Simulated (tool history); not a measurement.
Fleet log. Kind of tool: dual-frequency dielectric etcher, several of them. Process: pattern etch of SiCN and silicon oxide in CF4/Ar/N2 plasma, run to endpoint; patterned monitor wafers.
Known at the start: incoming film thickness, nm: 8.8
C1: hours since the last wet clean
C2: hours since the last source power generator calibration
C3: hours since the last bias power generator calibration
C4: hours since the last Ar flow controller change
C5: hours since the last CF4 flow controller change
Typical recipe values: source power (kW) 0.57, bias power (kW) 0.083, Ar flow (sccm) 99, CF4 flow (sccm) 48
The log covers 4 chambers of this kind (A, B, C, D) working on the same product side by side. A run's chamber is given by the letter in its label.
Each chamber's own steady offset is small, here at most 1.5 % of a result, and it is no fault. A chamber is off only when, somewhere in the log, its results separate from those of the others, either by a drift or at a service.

run 1D hour=3.8 | source_power_(kW)=0.57 bias_power_(kW)=0.083 Ar_flow_(sccm)=99 CF4_flow_(sccm)=48 | C1=219.9 C2=882.7 C3=2741.2 C4=2303.2 C5=4217.5 | endpoint_time_(s)=8.5502
run 2A hour=9.1 | source_power_(kW)=0.57 bias_power_(kW)=0.083 Ar_flow_(sccm)=99 CF4_flow_(sccm)=48 | C1=242.9 C2=1364 C3=1078.3 C4=1076.6 C5=2558.8 | endpoint_time_(s)=8.3904
run 3B hour=12.9 | source_power_(kW)=0.57 bias_power_(kW)=0.083 Ar_flow_(sccm)=99 CF4_flow_(sccm)=48 | C1=154.6 C2=1441.5 C3=228.8 C4=3366.9 C5=4095.2 | endpoint_time_(s)=8.3541
run 4C hour=15.8 | source_power_(kW)=0.57 bias_power_(kW)=0.083 Ar_flow_(sccm)=99 CF4_flow_(sccm)=48 | C1=462.6 C2=1466.4 C3=3060.7 C4=1933.8 C5=3593.6 | endpoint_time_(s)=8.4736
run 5B hour=20.9 | source_power_(kW)=0.57 bias_power_(kW)=0.083 Ar_flow_(sccm)=99 CF4_flow_(sccm)=48 | C1=162.6 C2=1449.5 C3=236.8 C4=3374.9 C5=4103.2 | endpoint_time_(s)=8.3781
run 6A hour=27.1 | source_power_(kW)=0.57 bias_power_(kW)=0.073 Ar_flow_(sccm)=99 CF4_flow_(sccm)=48 | C1=260.9 C2=1382 C3=1096.3 C4=1094.6 C5=2576.8 | endpoint_time_(s)=8.7496
run 7C hour=32.9 | source_power_(kW)=0.57 bias_power_(kW)=0.073 Ar_flow_(sccm)=99 CF4_flow_(sccm)=48 | C1=479.7 C2=1483.5 C3=3077.8 C4=1950.9 C5=3610.7 | endpoint_time_(s)=8.7326
run 8D hour=38 | source_power_(kW)=0.57 bias_power_(kW)=0.073 Ar_flow_(sccm)=99 CF4_flow_(sccm)=48 | C1=254.1 C2=916.9 C3=2775.4 C4=2337.4 C5=4251.7 | endpoint_time_(s)=8.9542
run 9B hour=41.2 | source_power_(kW)=0.57 bias_power_(kW)=0.073 Ar_flow_(sccm)=99 CF4_flow_(sccm)=48 | C1=182.9 C2=1469.8 C3=257.1 C4=3395.2 C5=4123.5 | endpoint_time_(s)=8.7717
run 10A hour=47.7 | source_power_(kW)=0.57 bias_power_(kW)=0.083 Ar_flow_(sccm)=99 CF4_flow_(sccm)=48 | C1=281.5 C2=1402.6 C3=1116.9 C4=1115.2 C5=2597.4 | endpoint_time_(s)=8.3261
run 11D hour=53.1 | source_power_(kW)=0.57 bias_power_(kW)=0.083 Ar_flow_(sccm)=99 CF4_flow_(sccm)=48 | C1=269.2 C2=932 C3=2790.5 C4=2352.5 C5=4266.8 | endpoint_time_(s)=8.4954
run 12C hour=57 | source_power_(kW)=0.57 bias_power_(kW)=0.083 Ar_flow_(sccm)=99 CF4_flow_(sccm)=48 | C1=503.8 C2=1507.6 C3=3101.9 C4=1975 C5=3634.8 | endpoint_time_(s)=8.4234
run 13B hour=60 | source_power_(kW)=0.57 bias_power_(kW)=0.083 Ar_flow_(sccm)=99 CF4_flow_(sccm)=48 | C1=201.7 C2=1488.6 C3=275.9 C4=3414 C5=4142.3 | endpoint_time_(s)=8.4798
run 14A hour=63 | source_power_(kW)=0.57 bias_power_(kW)=0.083 Ar_flow_(sccm)=99 CF4_flow_(sccm)=48 | C1=296.8 C2=1417.9 C3=1132.2 C4=1130.5 C5=2612.7 | endpoint_time_(s)=8.3314
-- hour=66.8 chamber C: wet clean of the chamber
run 15D hour=69.3 | source_power_(kW)=0.57 bias_power_(kW)=0.083 Ar_flow_(sccm)=99 CF4_flow_(sccm)=48 | C1=285.4 C2=948.2 C3=2806.7 C4=2368.7 C5=4283 | endpoint_time_(s)=8.4795
run 16C hour=75.2 | source_power_(kW)=0.57 bias_power_(kW)=0.083 Ar_flow_(sccm)=99 CF4_flow_(sccm)=48 | C1=8.5 C2=1525.8 C3=3120.1 C4=1993.2 C5=3653 | endpoint_time_(s)=8.3491
run 17D hour=80.2 | source_power_(kW)=0.57 bias_power_(kW)=0.083 Ar_flow_(sccm)=111 CF4_flow_(sccm)=55 | C1=296.3 C2=959.1 C3=2817.6 C4=2379.6 C5=4293.9 | endpoint_time_(s)=8.3528
run 18C hour=86.9 | source_power_(kW)=0.57 bias_power_(kW)=0.083 Ar_flow_(sccm)=111 CF4_flow_(sccm)=55 | C1=20.2 C2=1537.5 C3=3131.8 C4=2004.9 C5=3664.7 | endpoint_time_(s)=8.4888
run 19A hour=91.8 | source_power_(kW)=0.57 bias_power_(kW)=0.083 Ar_flow_(sccm)=111 CF4_flow_(sccm)=55 | C1=325.6 C2=1446.7 C3=1161 C4=1159.3 C5=2641.5 | endpoint_time_(s)=8.3908
run 20B hour=98.3 | source_power_(kW)=0.57 bias_power_(kW)=0.083 Ar_flow_(sccm)=111 CF4_flow_(sccm)=55 | C1=240 C2=1526.9 C3=314.2 C4=3452.3 C5=4180.6 | endpoint_time_(s)=8.4507
run 21B hour=102.8 | source_power_(kW)=0.57 bias_power_(kW)=0.064 Ar_flow_(sccm)=99 CF4_flow_(sccm)=58 | C1=244.5 C2=1531.4 C3=318.7 C4=3456.8 C5=4185.1 | endpoint_time_(s)=8.9577
run 22C hour=109.4 | source_power_(kW)=0.57 bias_power_(kW)=0.064 Ar_flow_(sccm)=99 CF4_flow_(sccm)=58 | C1=42.7 C2=1560 C3=3154.3 C4=2027.4 C5=3687.2 | endpoint_time_(s)=9.0433
run 23D hour=115.1 | source_power_(kW)=0.57 bias_power_(kW)=0.064 Ar_flow_(sccm)=99 CF4_flow_(sccm)=58 | C1=331.2 C2=994 C3=2852.5 C4=2414.5 C5=4328.8 | endpoint_time_(s)=8.9029
run 24A hour=120.8 | source_power_(kW)=0.57 bias_power_(kW)=0.064 Ar_flow_(sccm)=99 CF4_flow_(sccm)=58 | C1=354.6 C2=1475.7 C3=1190 C4=1188.3 C5=2670.5 | endpoint_time_(s)=8.749
run 25B hour=126.3 | source_power_(kW)=0.57 bias_power_(kW)=0.083 Ar_flow_(sccm)=99 CF4_flow_(sccm)=48 | C1=268 C2=1554.9 C3=342.2 C4=3480.3 C5=4208.6 | endpoint_time_(s)=8.6503
run 26C hour=131.3 | source_power_(kW)=0.57 bias_power_(kW)=0.083 Ar_flow_(sccm)=99 CF4_flow_(sccm)=48 | C1=64.6 C2=1581.9 C3=3176.2 C4=2049.3 C5=3709.1 | endpoint_time_(s)=8.4698
run 27A hour=135.1 | source_power_(kW)=0.57 bias_power_(kW)=0.083 Ar_flow_(sccm)=99 CF4_flow_(sccm)=48 | C1=368.9 C2=1490 C3=1204.3 C4=1202.6 C5=2684.8 | endpoint_time_(s)=8.2937
run 28D hour=140.3 | source_power_(kW)=0.57 bias_power_(kW)=0.083 Ar_flow_(sccm)=99 CF4_flow_(sccm)=48 | C1=356.4 C2=1019.2 C3=2877.7 C4=2439.7 C5=4354 | endpoint_time_(s)=8.4669
run 29B hour=147 | source_power_(kW)=0.57 bias_power_(kW)=0.083 Ar_flow_(sccm)=99 CF4_flow_(sccm)=48 | C1=288.7 C2=1575.6 C3=362.9 C4=3501 C5=4229.3 | endpoint_time_(s)=8.6804
run 30C hour=152.1 | source_power_(kW)=0.57 bias_power_(kW)=0.083 Ar_flow_(sccm)=99 CF4_flow_(sccm)=48 | C1=85.4 C2=1602.7 C3=3197 C4=2070.1 C5=3729.9 | endpoint_time_(s)=8.4392
run 31D hour=157.6 | source_power_(kW)=0.57 bias_power_(kW)=0.083 Ar_flow_(sccm)=99 CF4_flow_(sccm)=48 | C1=373.7 C2=1036.5 C3=2895 C4=2457 C5=4371.3 | endpoint_time_(s)=8.4749
run 32A hour=163.9 | source_power_(kW)=0.57 bias_power_(kW)=0.083 Ar_flow_(sccm)=99 CF4_flow_(sccm)=48 | C1=397.7 C2=1518.8 C3=1233.1 C4=1231.4 C5=2713.6 | endpoint_time_(s)=8.1617
run 33C hour=169.9 | source_power_(kW)=0.57 bias_power_(kW)=0.083 Ar_flow_(sccm)=99 CF4_flow_(sccm)=48 | C1=103.2 C2=1620.5 C3=3214.8 C4=2087.9 C5=3747.7 | endpoint_time_(s)=8.3851
run 34A hour=173.8 | source_power_(kW)=0.57 bias_power_(kW)=0.083 Ar_flow_(sccm)=99 CF4_flow_(sccm)=48 | C1=407.6 C2=1528.7 C3=1243 C4=1241.3 C5=2723.5 | endpoint_time_(s)=8.3382
run 35B hour=177.5 | source_power_(kW)=0.57 bias_power_(kW)=0.083 Ar_flow_(sccm)=99 CF4_flow_(sccm)=48 | C1=319.2 C2=1606.1 C3=393.4 C4=3531.5 C5=4259.8 | endpoint_time_(s)=8.7947
run 36D hour=184.1 | source_power_(kW)=0.57 bias_power_(kW)=0.074 Ar_flow_(sccm)=99 CF4_flow_(sccm)=48 | C1=400.2 C2=1063 C3=2921.5 C4=2483.5 C5=4397.8 | endpoint_time_(s)=8.7144
run 37B hour=189.8 | source_power_(kW)=0.57 bias_power_(kW)=0.074 Ar_flow_(sccm)=99 CF4_flow_(sccm)=48 | C1=331.5 C2=1618.4 C3=405.7 C4=3543.8 C5=4272.1 | endpoint_time_(s)=9.1524
run 38A hour=194.3 | source_power_(kW)=0.57 bias_power_(kW)=0.074 Ar_flow_(sccm)=99 CF4_flow_(sccm)=48 | C1=428.1 C2=1549.2 C3=1263.5 C4=1261.8 C5=2744 | endpoint_time_(s)=8.6884
run 39D hour=198.3 | source_power_(kW)=0.57 bias_power_(kW)=0.074 Ar_flow_(sccm)=99 CF4_flow_(sccm)=48 | C1=414.4 C2=1077.2 C3=2935.7 C4=2497.7 C5=4412 | endpoint_time_(s)=8.7576
-- hour=198.6 chamber A: CF4 flow controller replaced
run 40C hour=203.3 | source_power_(kW)=0.57 bias_power_(kW)=0.083 Ar_flow_(sccm)=99 CF4_flow_(sccm)=48 | C1=136.6 C2=1653.9 C3=3248.2 C4=2121.3 C5=3781.1 | endpoint_time_(s)=8.3627
run 41C hour=206.6 | source_power_(kW)=0.57 bias_power_(kW)=0.083 Ar_flow_(sccm)=99 CF4_flow_(sccm)=48 | C1=139.9 C2=1657.2 C3=3251.5 C4=2124.6 C5=3784.4 | endpoint_time_(s)=8.4147
run 42A hour=211.4 | source_power_(kW)=0.57 bias_power_(kW)=0.083 Ar_flow_(sccm)=99 CF4_flow_(sccm)=48 | C1=445.2 C2=1566.3 C3=1280.6 C4=1278.9 C5=12.9 | endpoint_time_(s)=8.2577

Decide between three cases: one chamber stands off from its peers, the gauge reading all wafers drifts, or nothing is wrong past each chamber's small offset. Where a chamber is off, say which and what most likely put it there.

One chamber, B, drifts off from the rest bit by bit.
What lies behind it: etch rate under this chamber's usual, % = 4.87.
From this log alone, it may not be told apart from: source power that arrives under what is set, %.

Below are 4 candidate recipes for chamber B's next run, each the usual settings with a change, their results shown as question marks. Which of them brings B's results back in line with what the other chambers give on the usual settings?
To be in line, a result may differ from the other chambers' mean on the usual settings by at most: endpoint time (s) 0.19
run 43B-1 hour=216.2 | source_power_(kW)=0.57 bias_power_(kW)=0.065 Ar_flow_(sccm)=99 CF4_flow_(sccm)=44 | endpoint_time_(s)=?
run 43B-2 hour=216.2 | source_power_(kW)=0.63 bias_power_(kW)=0.087 Ar_flow_(sccm)=97 CF4_flow_(sccm)=49 | endpoint_time_(s)=?
run 43B-3 hour=216.2 | source_power_(kW)=0.6 bias_power_(kW)=0.083 Ar_flow_(sccm)=98 CF4_flow_(sccm)=48 | endpoint_time_(s)=?
run 43B-4 hour=216.2 | source_power_(kW)=0.57 bias_power_(kW)=0.083 Ar_flow_(sccm)=115 CF4_flow_(sccm)=41 | endpoint_time_(s)=?

The mean the other chambers reach with the usual settings: endpoint time (s) 8.3925
run=43B-1 endpoint_time_(s)=9.7396
run=43B-2 endpoint_time_(s)=7.8824
run=43B-3 endpoint_time_(s)=8.4061
run=43B-4 endpoint_time_(s)=9.2492
With 43B-3, the chamber falls back in line with the rest.

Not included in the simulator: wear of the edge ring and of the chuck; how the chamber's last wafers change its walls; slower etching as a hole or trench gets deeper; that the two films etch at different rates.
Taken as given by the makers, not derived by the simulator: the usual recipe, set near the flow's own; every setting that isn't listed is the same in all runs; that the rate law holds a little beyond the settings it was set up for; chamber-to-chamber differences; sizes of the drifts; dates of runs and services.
